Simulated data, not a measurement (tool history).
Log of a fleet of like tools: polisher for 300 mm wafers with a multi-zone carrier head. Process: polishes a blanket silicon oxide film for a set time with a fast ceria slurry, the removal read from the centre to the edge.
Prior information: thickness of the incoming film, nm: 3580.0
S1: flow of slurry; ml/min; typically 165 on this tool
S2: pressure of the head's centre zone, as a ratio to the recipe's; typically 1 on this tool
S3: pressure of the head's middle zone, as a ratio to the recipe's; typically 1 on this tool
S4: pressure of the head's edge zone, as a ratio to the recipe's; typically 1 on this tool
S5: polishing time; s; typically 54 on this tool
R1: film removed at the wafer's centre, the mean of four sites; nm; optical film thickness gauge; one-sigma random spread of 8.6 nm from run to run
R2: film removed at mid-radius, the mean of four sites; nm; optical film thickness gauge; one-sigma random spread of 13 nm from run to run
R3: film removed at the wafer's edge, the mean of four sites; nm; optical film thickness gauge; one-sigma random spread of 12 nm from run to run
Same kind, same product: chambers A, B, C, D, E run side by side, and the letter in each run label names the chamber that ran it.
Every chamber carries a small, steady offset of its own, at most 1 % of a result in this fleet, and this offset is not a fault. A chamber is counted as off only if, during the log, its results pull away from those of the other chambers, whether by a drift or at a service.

run 1A hour=11.2 | S1=165 S2=1 S3=1 S4=1 S5=54 | R1=1018 R2=1053.8 R3=1015.9
-- hour=12.3 chamber D: worn pad replaced by a new one
-- hour=17.2 chamber A: worn pad replaced by a new one
run 2B hour=17.3 | S1=165 S2=1 S3=1 S4=1 S5=54 | R1=1012 R2=1024.5 R3=1019.7
run 3E hour=24.2 | S1=165 S2=1 S3=1 S4=1 S5=54 | R1=994.7 R2=1022.1 R3=1016.9
run 4C hour=30.6 | S1=165 S2=1 S3=1 S4=1 S5=54 | R1=1021.1 R2=1017.8 R3=1017
run 5D hour=36.1 | S1=165 S2=1 S3=0.9 S4=1.12 S5=54 | R1=1027.2 R2=949.48 R3=1096.8
run 6D hour=46.4 | S1=165 S2=1 S3=0.9 S4=1.12 S5=54 | R1=1016.9 R2=937.71 R3=1083.5
-- hour=49.1 chamber B: worn pad replaced by a new one
-- hour=53.5 chamber D: edge zone pressure recalibrated
run 7E hour=57.4 | S1=165 S2=1 S3=0.9 S4=1.12 S5=54 | R1=1013.2 R2=930.32 R3=1093.6
-- hour=67.6 chamber D: slurry nozzle cleaned
run 8A hour=68.8 | S1=165 S2=1 S3=0.9 S4=1.12 S5=54 | R1=1028.3 R2=914.26 R3=1079.4
-- hour=72.9 chamber D: centre zone pressure recalibrated
run 9B hour=75.6 | S1=165 S2=1 S3=0.9 S4=1.12 S5=54 | R1=1017.2 R2=941.76 R3=1112.4
-- hour=77.5 chamber C: centre zone pressure recalibrated
run 10C hour=83.1 | S1=135 S2=0.96 S3=1 S4=1 S5=54 | R1=928.13 R2=993.32 R3=1005.6
run 11D hour=89.1 | S1=135 S2=0.96 S3=1 S4=1 S5=54 | R1=931.8 R2=976.06 R3=981.22
-- hour=89.6 chamber E: worn pad replaced by a new one
run 12B hour=94.9 | S1=135 S2=0.96 S3=1 S4=1 S5=54 | R1=918.4 R2=1011.7 R3=1007.6
run 13E hour=101.3 | S1=135 S2=0.96 S3=1 S4=1 S5=54 | R1=940.19 R2=978.51 R3=1008.1
-- hour=107.8 chamber E: centre zone pressure recalibrated
run 14C hour=112.4 | S1=135 S2=0.96 S3=1 S4=1 S5=54 | R1=935.98 R2=990.39 R3=998.81
run 15A hour=118.4 | S1=165 S2=1 S3=1 S4=1 S5=54 | R1=1016.4 R2=1011.4 R3=1026.8
-- hour=124.7 chamber E: edge zone pressure recalibrated
run 16E hour=127.3 | S1=165 S2=1 S3=1 S4=1 S5=54 | R1=955.3 R2=1022.2 R3=1023.3
run 17C hour=135.9 | S1=165 S2=1 S3=1 S4=1 S5=54 | R1=1033.3 R2=1043.4 R3=1018.8
run 18A hour=143.5 | S1=165 S2=1 S3=1 S4=0.92 S5=54 | R1=1020.2 R2=1014.6 R3=970.39
run 19B hour=152.9 | S1=165 S2=1 S3=1 S4=0.92 S5=54 | R1=1028.2 R2=1045.7 R3=979.47
run 20D hour=158.4 | S1=165 S2=1 S3=1 S4=0.92 S5=54 | R1=1032.5 R2=1003.3 R3=989.06
-- hour=162.6 chamber A: worn pad replaced by a new one
run 21D hour=163.9 | S1=165 S2=1 S3=1 S4=0.92 S5=54 | R1=1029.5 R2=1030.7 R3=968.24
-- hour=171.2 chamber C: worn pad replaced by a new one
run 22A hour=174.9 | S1=165 S2=1 S3=1 S4=0.92 S5=54 | R1=1014.6 R2=1021.7 R3=1005.4
run 23C hour=181.6 | S1=200 S2=1 S3=1 S4=1 S5=54 | R1=1062.6 R2=1040.2 R3=1025.3
-- hour=189.4 chamber D: worn pad replaced by a new one
run 24E hour=189.9 | S1=200 S2=1 S3=1 S4=1 S5=54 | R1=991.94 R2=1059.2 R3=1052.7
run 25B hour=198.9 | S1=200 S2=1 S3=1 S4=1 S5=54 | R1=1063.3 R2=1062.7 R3=1050.5
-- hour=207.3 chamber E: worn pad replaced by a new one
run 26B hour=208.6 | S1=200 S2=1 S3=1 S4=1 S5=54 | R1=1050.2 R2=1066.5 R3=1058.6
run 27C hour=215.4 | S1=200 S2=1 S3=1 S4=1 S5=54 | R1=1066.1 R2=1031.8 R3=1049.3
-- hour=215.7 chamber B: worn pad replaced by a new one
run 28E hour=225.5 | S1=165 S2=1 S3=1 S4=1 S5=54 | R1=948.8 R2=1001.8 R3=1022
run 29D hour=235.2 | S1=165 S2=1 S3=1 S4=1 S5=54 | R1=1034.4 R2=1036.6 R3=1043
run 30A hour=245.1 | S1=165 S2=1 S3=1 S4=1 S5=54 | R1=1021.5 R2=1019.1 R3=1020.1
run 31E hour=254.8 | S1=165 S2=1 S3=1 S4=1 S5=54 | R1=957.76 R2=1013.7 R3=1035.5
run 32B hour=263.5 | S1=165 S2=1 S3=1 S4=1 S5=54 | R1=1016.4 R2=1047.6 R3=1016.7
run 33A hour=268.4 | S1=165 S2=1 S3=1 S4=1 S5=54 | R1=1016.4 R2=1025.3 R3=1017.1
-- hour=270.7 chamber C: edge zone pressure recalibrated
run 34C hour=275.1 | S1=165 S2=1 S3=1 S4=1 S5=54 | R1=1023.2 R2=1024 R3=1008.6

For the next run the whole fleet of 5 chambers uses the same settings. Give each chamber's results:
run 35A hour=283.3 | S1=165 S2=1 S3=1 S4=1 S5=54 | R1=? R2=? R3=?
run 35B hour=283.3 | S1=165 S2=1 S3=1 S4=1 S5=54 | R1=? R2=? R3=?
run 35C hour=283.3 | S1=165 S2=1 S3=1 S4=1 S5=54 | R1=? R2=? R3=?
run 35D hour=283.3 | S1=165 S2=1 S3=1 S4=1 S5=54 | R1=? R2=? R3=?
run 35E hour=283.3 | S1=165 S2=1 S3=1 S4=1 S5=54 | R1=? R2=? R3=?

run=35A R1=1026.4 R2=1017.8 R3=1034.9
run=35B R1=1021.4 R2=1037.6 R3=1019.6
run=35C R1=1026.5 R2=1012.6 R3=1027.7
run=35D R1=1017.6 R2=1042.7 R3=1047.5
run=35E R1=938.79 R2=1022.5 R3=1030.1
